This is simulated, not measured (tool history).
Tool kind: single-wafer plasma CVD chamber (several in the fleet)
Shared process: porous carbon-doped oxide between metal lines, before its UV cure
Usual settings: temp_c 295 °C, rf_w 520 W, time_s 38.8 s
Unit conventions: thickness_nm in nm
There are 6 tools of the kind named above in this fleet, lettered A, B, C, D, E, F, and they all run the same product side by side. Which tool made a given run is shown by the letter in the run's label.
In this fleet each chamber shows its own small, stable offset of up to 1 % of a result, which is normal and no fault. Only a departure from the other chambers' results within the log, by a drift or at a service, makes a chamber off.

run     day  temp_c  rf_w  time_s  read-back reference wafer on the same gauge, thickness_nm  thickness_nm
 1C   0.612     295   520    38.8                                                     263.09        220.46
 2E   1.138     295   520    38.8                                                     263.17        221.44
 3D   1.700     295   520    38.8                                                     262.90        223.65
 4F   2.129     295   520    38.8                                                     262.87        219.80
 5A   2.683     295   520    38.8                                                     262.75        219.54
 6B   3.167     283   520    32.8                                                     263.10        199.08
 7A   3.454     283   520    32.8                                                     262.85        199.42
 8B   3.971     283   520    32.8                                                     262.99        200.46
 9C   4.338     283   520    32.8                                                     262.81        198.93
10E   4.692     283   520    32.8                                                     263.19        201.68
11F   5.312     283   520    32.8                                                     262.74        198.15
      5.529  -- chamber D: RF generator calibrated
12D   5.946     301   520    38.8                                                     263.11        213.64
13E   6.558     301   520    38.8                                                     262.76        211.43
14B   7.129     301   520    38.8                                                     263.00        211.40
      7.421  -- chamber F: thermocouple changed; heater temperature recalibrated
15A   7.658     301   520    38.8                                                     263.01        209.35
16C   8.067     301   520    38.8                                                     263.01        210.74
17F   8.421     301   520    38.8                                                     262.97        210.85
18D   8.758     295   520    38.8                                                     262.88        221.25
19A   9.383     295   520    38.8                                                     262.94        215.65
20F  10.004     295   520    38.8                                                     262.96        219.90
21B  10.292     295   520    38.8                                                     263.04        218.01
22C  10.754     295   520    38.8                                                     263.14        217.27
23E  11.088     295   520    38.8                                                     262.96        219.69
24D  11.467     295   520    38.8                                                     262.79        221.45
25C  11.954     295   520    38.8                                                     263.03        218.77
     11.979  -- chamber C: RF generator calibrated
26A  12.388     295   520    38.8                                                     263.03        215.86
27F  12.725     295   520    38.8                                                     263.09        218.62
28D  13.342     295   520    38.8                                                     263.20        222.39
29E  13.817     295   595    36.3                                                     262.98        224.35
30B  14.342     295   595    36.3                                                     263.00        223.23
31E  14.821     295   595    36.3                                                     263.00        225.82
32D  15.429     295   595    36.3                                                     263.32        228.01
33C  15.750     295   595    36.3                                                     263.04        223.38
34B  16.246     295   595    36.3                                                     262.91        224.63
35F  16.542     309   520    41.1                                                     262.76        214.86
36A  17.083     309   520    41.1                                                     263.09        208.06
37B  17.479     309   520    41.1                                                     263.15        214.58
38E  18.000     309   520    41.1                                                     262.92        216.30
39D  18.558     309   520    41.1                                                     263.00        216.56
40A  18.875     309   520    41.1                                                     262.96        207.86

Next, all 6 chambers run the settings below, one line each with question marks for the results. What does each chamber give?
41A  19.325     295   520    38.8                                                                        ?
41B  19.325     295   520    38.8                                                                        ?
41C  19.325     295   520    38.8                                                                        ?
41D  19.325     295   520    38.8                                                                        ?
41E  19.325     295   520    38.8                                                                        ?
41F  19.325     295   520    38.8                                                                        ?

run  thickness_nm
41A        212.07
41B        218.96
41C        218.38
41D        223.03
41E        221.12
41F        218.61

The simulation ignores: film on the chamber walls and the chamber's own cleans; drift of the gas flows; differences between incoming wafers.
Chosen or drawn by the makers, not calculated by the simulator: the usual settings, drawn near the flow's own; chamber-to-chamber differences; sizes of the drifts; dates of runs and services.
